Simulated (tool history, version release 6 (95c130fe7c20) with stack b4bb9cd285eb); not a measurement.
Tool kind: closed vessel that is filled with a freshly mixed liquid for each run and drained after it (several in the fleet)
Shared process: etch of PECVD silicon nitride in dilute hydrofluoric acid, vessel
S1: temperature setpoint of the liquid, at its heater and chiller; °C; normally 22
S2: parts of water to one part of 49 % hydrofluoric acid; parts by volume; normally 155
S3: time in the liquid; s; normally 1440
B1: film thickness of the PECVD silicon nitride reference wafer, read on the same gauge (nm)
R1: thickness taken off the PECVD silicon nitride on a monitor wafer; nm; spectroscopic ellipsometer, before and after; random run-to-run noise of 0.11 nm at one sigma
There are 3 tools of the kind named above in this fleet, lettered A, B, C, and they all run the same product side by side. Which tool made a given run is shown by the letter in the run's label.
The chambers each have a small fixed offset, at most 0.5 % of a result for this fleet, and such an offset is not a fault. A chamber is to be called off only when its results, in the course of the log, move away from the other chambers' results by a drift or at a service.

| run | day | S1 | S2 | S3 | B1 | R1 |
|---|---|---|---|---|---|---|
| 1C | 0.138 | 22 | 155 | 1440 | 110 | 14.452 |
| 2A | 0.279 | 22 | 155 | 1440 | 110.02 | 14.301 |
| 3B | 0.383 | 22 | 155 | 1440 | 110.02 | 14.15 |
| 4A | 0.538 | 22 | 155 | 1440 | 110.01 | 14.185 |
| 5B | 0.658 | 22 | 90 | 940 | 110.02 | 15.997 |
| 6C | 0.808 | 22 | 90 | 940 | 110.01 | 15.991 |
| 7C | 0.954 | 22 | 90 | 940 | 109.96 | 16.012 |
| 8A | 1.1 | 22 | 155 | 1440 | 109.99 | 14.295 |
| 9B | 1.238 | 22 | 155 | 1440 | 110 | 14.186 |
| 10C | 1.404 | 22 | 155 | 1440 | 110.01 | 14.214 |
| 11A | 1.508 | 22 | 155 | 1440 | 110.03 | 14.785 |
| 12B | 1.608 | 22 | 155 | 1440 | 109.98 | 14.363 |
| 13C | 1.788 | 22 | 155 | 1440 | 110.02 | 14.229 |
| 14A | 1.904 | 22 | 155 | 1440 | 109.97 | 14.778 |
| 15B | 2.104 | 22 | 155 | 1440 | 109.99 | 14.175 |
| 16C | 2.271 | 22 | 155 | 1440 | 109.99 | 14.331 |
| 17B | 2.45 | 22 | 155 | 1440 | 109.99 | 14.276 |
| 18A | 2.542 | 22 | 155 | 1440 | 110.01 | 14.967 |
| 19C | 2.721 | 22 | 155 | 1440 | 109.99 | 14.501 |
| 20A | 2.862 | 22 | 155 | 1440 | 110.02 | 15.243 |
| 21B | 3.054 | 22 | 200 | 935 | 110.02 | 7.1357 |
| 22B | 3.221 | 22 | 200 | 935 | 110 | 7.166 |
| 23A | 3.388 | 22 | 200 | 935 | 110 | 7.731 |
| 24C | 3.525 | 22 | 155 | 1440 | 110.02 | 14.233 |
| 25A | 3.671 | 22 | 155 | 1440 | 110.01 | 15.445 |
| 26C | 3.783 | 22 | 155 | 1440 | 109.99 | 14.266 |
| 27B | 3.888 | 22 | 155 | 1440 | 109.98 | 14.261 |
| 28B | 3.983 | 22 | 155 | 1440 | 110.02 | 14.493 |
| 29A | 4.138 | 22 | 155 | 1440 | 110.02 | 15.691 |

Decide between three cases: one chamber stands off from its peers, the gauge reading all wafers drifts, or nothing is wrong past each chamber's small offset. Where a chamber is off, say which and what most likely put it there.

Little by little, chamber A moves away from the other chambers.
What lies behind it: hydrofluoric acid flow above the setpoint (%) = 11.3.
The log may not tell that from: liquid hotter than its thermometer reads (K).

Below are 4 candidate recipes for chamber A's next run, each the usual settings with a change, their results shown as question marks. Which of them brings A's results back in line with what the other chambers give on the usual settings?
In line means no further than this from the other chambers' mean on the usual settings: R1 0.37 nm
| 30A-1 | 4.288 | 22.5 | 145 | 1440 |  | ? |
| 30A-2 | 4.288 | 22 | 155 | 1300 |  | ? |
| 30A-3 | 4.288 | 21.5 | 165 | 1295 |  | ? |
| 30A-4 | 4.288 | 22.5 | 145 | 1585 |  | ? |

Other chambers, usual settings, mean: R1 14.262 nm
| run | R1 |
|---|---|
| 30A-1 | 17.414 |
| 30A-2 | 14.261 |
| 30A-3 | 12.939 |
| 30A-4 | 19.168 |
Change 30A-2 lands the chamber within the allowed miss of the other chambers.

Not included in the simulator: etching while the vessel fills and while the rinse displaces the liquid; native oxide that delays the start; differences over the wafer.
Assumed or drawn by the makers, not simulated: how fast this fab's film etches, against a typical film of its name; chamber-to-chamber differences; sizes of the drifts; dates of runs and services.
